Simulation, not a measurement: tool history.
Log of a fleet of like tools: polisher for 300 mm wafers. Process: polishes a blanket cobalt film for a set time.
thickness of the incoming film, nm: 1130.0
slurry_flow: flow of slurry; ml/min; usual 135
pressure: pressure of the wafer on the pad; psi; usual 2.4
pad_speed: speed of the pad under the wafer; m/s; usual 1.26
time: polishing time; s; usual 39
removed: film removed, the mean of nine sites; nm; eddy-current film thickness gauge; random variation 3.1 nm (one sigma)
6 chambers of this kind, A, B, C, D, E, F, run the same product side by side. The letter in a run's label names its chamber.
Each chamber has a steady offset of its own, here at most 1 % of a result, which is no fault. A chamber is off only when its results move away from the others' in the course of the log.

run     day  slurry_flow  pressure  pad_speed  time  wafers polished on this pad  hours since the slurry nozzle was cleaned  hours since the head pressure was calibrated  removed
 1A   0.542          135       2.4       1.26    39                          742                                       57.5                                         261.6   275.61
 2F   0.854          135       2.4       1.26    39                          483                                      607.0                                         109.2   274.57
 3E   1.200          135       2.4       1.26    39                          770                                      410.6                                         203.1   268.59
 4B   1.571          135       2.4       1.26    39                          684                                      282.5                                         535.3   270.62
      1.629  -- chamber A: worn pad replaced by a new one
 5D   1.842          135       2.4       1.26    39                         1003                                      176.5                                         405.9   272.71
      2.058  -- chamber F: worn pad replaced by a new one
      2.129  -- chamber D: worn pad replaced by a new one
 6C   2.312          135       2.4       1.26    39                         1174                                       78.1                                         881.2   276.24
 7F   2.592          135       2.4       1.52    43                          152                                      648.7                                         150.9   368.41
      2.608  -- chamber B: slurry nozzle cleaned
      2.708  -- chamber B: worn pad replaced by a new one
      2.900  -- chamber C: worn pad replaced by a new one
 8E   2.908          135       2.4       1.52    43                         1256                                      451.6                                         244.1   360.71
 9D   3.225          135       2.4       1.52    43                          311                                      209.7                                         439.1   366.80
10A   3.633          135       2.4       1.52    43                          571                                      131.7                                         335.8   360.01
      3.892  -- chamber D: slurry nozzle cleaned
11B   4.000          135       2.4       1.52    43                          367                                       33.4                                         593.6   370.86
12C   4.267          135       2.4       1.52    43                          389                                      125.0                                         928.1   370.75
13B   4.571          135       2.0       1.26    47                          530                                       47.1                                         607.3   281.17
      4.788  -- chamber A: worn pad replaced by a new one
      4.967  -- chamber F: worn pad replaced by a new one
14F   5.096          135       2.0       1.26    47                           37                                      708.8                                         211.0   276.96
      5.550  -- chamber D: worn pad replaced by a new one
15E   5.617          135       2.0       1.26    47                         2026                                      516.6                                         309.1   270.88
      5.725  -- chamber F: slurry nozzle cleaned
16A   5.967          135       2.0       1.26    47                          336                                      187.7                                         391.8   270.04
      6.121  -- chamber B: worn pad replaced by a new one
      6.400  -- chamber A: head pressure recalibrated
17D   6.521          135       2.0       1.26    47                          276                                       63.2                                         518.2   279.34
18C   6.925          135       2.0       1.26    47                         1145                                      188.8                                         991.9   272.53
      7.367  -- chamber D: head pressure recalibrated
19A   7.412          135       2.4       1.26    39                          747                                      222.4                                          24.3   274.28
20D   7.783          135       2.4       1.26    39                          635                                       93.5                                          10.1   278.99
      7.983  -- chamber E: slurry nozzle cleaned
21C   8.312          135       2.4       1.26    39                         1540                                      222.1                                        1025.2   272.63
      8.325  -- chamber F: worn pad replaced by a new one
      8.388  -- chamber A: worn pad replaced by a new one
      8.400  -- chamber C: worn pad replaced by a new one
22B   8.583          135       2.4       1.26    39                          700                                      143.4                                         703.6   275.75
23F   8.829          135       2.4       1.26    39                          144                                       74.6                                         300.6   270.18
      9.225  -- chamber D: worn pad replaced by a new one
      9.279  -- chamber B: worn pad replaced by a new one
24E   9.296          135       2.4       1.26    39                         3072                                       31.5                                         397.4   263.58
25C   9.571          135       2.4       1.26    39                          333                                      252.3                                        1055.4   276.04
26E  10.004          135       2.4       1.26    39                         3273                                       48.5                                         414.4   260.47
27A  10.350          135       2.4       1.26    39                          559                                      292.9                                          94.8   274.39
28F  10.671          135       2.4       1.26    39                          668                                      118.8                                         344.8   272.20
29D  11.042          135       2.4       1.26    39                          517                                      171.7                                          88.3   279.21
30B  11.354          135       2.4       1.26    39                          590                                      209.9                                         770.1   271.69
     11.546  -- chamber A: worn pad replaced by a new one
31E  11.908          135       2.4       1.26    39                         3815                                       94.2                                         460.1   253.51
     12.071  -- chamber F: worn pad replaced by a new one
32D  12.267          135       2.8       1.26    33                          865                                      201.1                                         117.7   273.77
     12.367  -- chamber B: worn pad replaced by a new one
33C  12.638          135       2.8       1.26    33                         1205                                      325.9                                        1129.0   266.63
     12.738  -- chamber D: worn pad replaced by a new one
34B  13.042          135       2.8       1.26    33                          192                                      250.4                                         810.6   267.88
     13.383  -- chamber F: head pressure recalibrated
35A  13.475          135       2.8       1.26    33                          548                                      367.9                                         169.8   272.53
     13.842  -- chamber C: worn pad replaced by a new one
     13.938  -- chamber D: slurry nozzle cleaned
36F  14.021          135       2.8       1.26    33                          555                                      199.2                                          15.3   263.90
37D  14.379          135       2.8       1.26    33                          467                                       10.7                                         168.4   276.44
38F  14.779          135       2.4       1.26    39                          771                                      217.4                                          33.5   275.76
39C  15.046          135       2.4       1.26    39                          342                                      383.7                                        1186.8   274.66
     15.179  -- chamber A: slurry nozzle cleaned
40A  15.350          135       2.4       1.26    39                         1082                                        4.2                                         214.8   276.71
     15.404  -- chamber A: worn pad replaced by a new one
     15.633  -- chamber B: worn pad replaced by a new one
41B  15.867          135       2.4       1.26    39                           67                                      318.2                                         878.4   277.56
42E  16.242          135       2.4       1.26    39                         5047                                      198.2                                         564.1   252.86
43A  16.558          155       2.4       1.26    39                          328                                       33.2                                         243.8   283.20
44C  16.975          155       2.4       1.26    39                          891                                      430.0                                        1233.1   284.28

Is one chamber off against the others, does the gauge drift, or is nothing wrong? If a chamber is off, say which, and what the likeliest cause is.

Chamber E drifts away from the others.
Cause: removal rate lost through wear of the pad, % = 9.9.
The log may not tell that from: head's pressure below its setpoint, %.

Here are 4 candidates for chamber E's next run, each the usual settings with a change, their results left as question marks. Which one brings its results back in line with what the others give on the usual settings?
In line means no further than this from the other chambers' mean on the usual settings: removed 11.00 nm
45E-1  17.375          135       2.4       1.28    40                                                                                                                              ?
45E-2  17.375          135       2.3       1.22    38                                                                                                                              ?
45E-3  17.375          135       2.4       1.24    39                                                                                                                              ?
45E-4  17.375          135       2.5       1.30    40                                                                                                                              ?

The other chambers' mean on the usual settings: removed 274.13 nm
  run  removed
45E-1   257.72
45E-2   223.87
45E-3   243.49
45E-4   272.45
45E-4 brings the chamber back in line.
